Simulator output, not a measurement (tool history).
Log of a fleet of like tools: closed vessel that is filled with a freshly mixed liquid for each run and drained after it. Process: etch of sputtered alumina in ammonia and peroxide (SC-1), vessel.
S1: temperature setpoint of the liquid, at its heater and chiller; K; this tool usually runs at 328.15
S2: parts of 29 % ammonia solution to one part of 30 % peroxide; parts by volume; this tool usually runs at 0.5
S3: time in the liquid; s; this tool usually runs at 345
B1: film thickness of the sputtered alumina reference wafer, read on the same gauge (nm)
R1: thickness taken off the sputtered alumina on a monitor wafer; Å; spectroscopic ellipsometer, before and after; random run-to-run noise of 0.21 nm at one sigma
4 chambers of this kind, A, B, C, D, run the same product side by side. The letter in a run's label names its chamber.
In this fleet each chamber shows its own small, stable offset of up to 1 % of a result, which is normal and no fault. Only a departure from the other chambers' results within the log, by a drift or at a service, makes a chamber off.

{"run": "1D", "hour": 5.6, "S1": 328.15, "S2": 0.5, "S3": 345, "B1": 60.024, "R1": 225.87}
{"run": "2A", "hour": 9.2, "S1": 328.15, "S2": 0.5, "S3": 345, "B1": 60.005, "R1": 226.02}
{"run": "3C", "hour": 13.3, "S1": 328.15, "S2": 0.5, "S3": 345, "B1": 60.022, "R1": 229.26}
{"run": "4B", "hour": 18.7, "S1": 328.15, "S2": 0.5, "S3": 345, "B1": 60.021, "R1": 228.89}
{"run": "5A", "hour": 26.2, "S1": 328.15, "S2": 0.5, "S3": 345, "B1": 60.016, "R1": 223.62}
{"hour": 28.5, "done": "chamber D: ammonia flow meter replaced"}
{"run": "6C", "hour": 31.4, "S1": 335.65, "S2": 0.5, "S3": 345, "B1": 59.995, "R1": 344.61}
{"hour": 33.3, "done": "chamber A: ammonia flow meter replaced"}
{"run": "7B", "hour": 35.0, "S1": 335.65, "S2": 0.5, "S3": 345, "B1": 60.003, "R1": 338.66}
{"run": "8D", "hour": 39.5, "S1": 335.65, "S2": 0.5, "S3": 345, "B1": 60.022, "R1": 326.23}
{"run": "9C", "hour": 45.5, "S1": 335.65, "S2": 0.5, "S3": 345, "B1": 59.998, "R1": 341.84}
{"run": "10A", "hour": 48.7, "S1": 328.15, "S2": 0.5, "S3": 345, "B1": 60.015, "R1": 226.61}
{"run": "11B", "hour": 54.6, "S1": 328.15, "S2": 0.5, "S3": 345, "B1": 60.015, "R1": 229.62}
{"run": "12D", "hour": 58.5, "S1": 328.15, "S2": 0.5, "S3": 345, "B1": 59.998, "R1": 224.67}
{"run": "13B", "hour": 64.3, "S1": 328.15, "S2": 0.5, "S3": 345, "B1": 60.022, "R1": 230.02}
{"run": "14C", "hour": 71.1, "S1": 328.15, "S2": 0.5, "S3": 345, "B1": 60.015, "R1": 229.58}
{"run": "15D", "hour": 77.4, "S1": 328.15, "S2": 0.5, "S3": 345, "B1": 60.025, "R1": 224.31}
{"run": "16A", "hour": 84.3, "S1": 328.15, "S2": 0.5, "S3": 345, "B1": 60.005, "R1": 224.58}
{"run": "17C", "hour": 88.1, "S1": 328.15, "S2": 0.5, "S3": 345, "B1": 59.971, "R1": 229.2}
{"hour": 89.7, "done": "chamber B: new drum of ammonia solution connected"}
{"run": "18D", "hour": 93.4, "S1": 328.15, "S2": 0.5, "S3": 345, "B1": 60.019, "R1": 225.15}
{"run": "19A", "hour": 98.0, "S1": 328.15, "S2": 0.5, "S3": 345, "B1": 59.985, "R1": 226.62}
{"hour": 100.4, "done": "chamber C: new drum of ammonia solution connected"}
{"run": "20B", "hour": 103.6, "S1": 328.15, "S2": 0.5, "S3": 345, "B1": 59.987, "R1": 229.65}
{"run": "21A", "hour": 107.4, "S1": 328.15, "S2": 0.5, "S3": 345, "B1": 60.003, "R1": 225.32}
{"run": "22B", "hour": 111.6, "S1": 328.15, "S2": 0.5, "S3": 345, "B1": 60.01, "R1": 229.71}
{"run": "23D", "hour": 116.9, "S1": 328.15, "S2": 0.5, "S3": 345, "B1": 59.995, "R1": 226.96}
{"run": "24C", "hour": 120.1, "S1": 328.15, "S2": 0.5, "S3": 345, "B1": 59.986, "R1": 229.14}
{"run": "25D", "hour": 125.0, "S1": 328.15, "S2": 0.5, "S3": 345, "B1": 60.001, "R1": 224.09}
{"run": "26C", "hour": 130.0, "S1": 328.15, "S2": 0.5, "S3": 345, "B1": 59.99, "R1": 231.24}
{"run": "27B", "hour": 134.5, "S1": 328.15, "S2": 0.5, "S3": 345, "B1": 59.971, "R1": 231.72}
{"run": "28A", "hour": 138.7, "S1": 328.15, "S2": 0.5, "S3": 345, "B1": 60.012, "R1": 225.37}

All chambers now run identical settings, listed one chamber a line with results as question marks. What results will each chamber show?
{"run": "29A", "hour": 144.0, "S1": 328.15, "S2": 0.5, "S3": 345, "R1": "?"}
{"run": "29B", "hour": 144.0, "S1": 328.15, "S2": 0.5, "S3": 345, "R1": "?"}
{"run": "29C", "hour": 144.0, "S1": 328.15, "S2": 0.5, "S3": 345, "R1": "?"}
{"run": "29D", "hour": 144.0, "S1": 328.15, "S2": 0.5, "S3": 345, "R1": "?"}

run=29A R1=224.44
run=29B R1=234.23
run=29C R1=229.76
run=29D R1=220.91
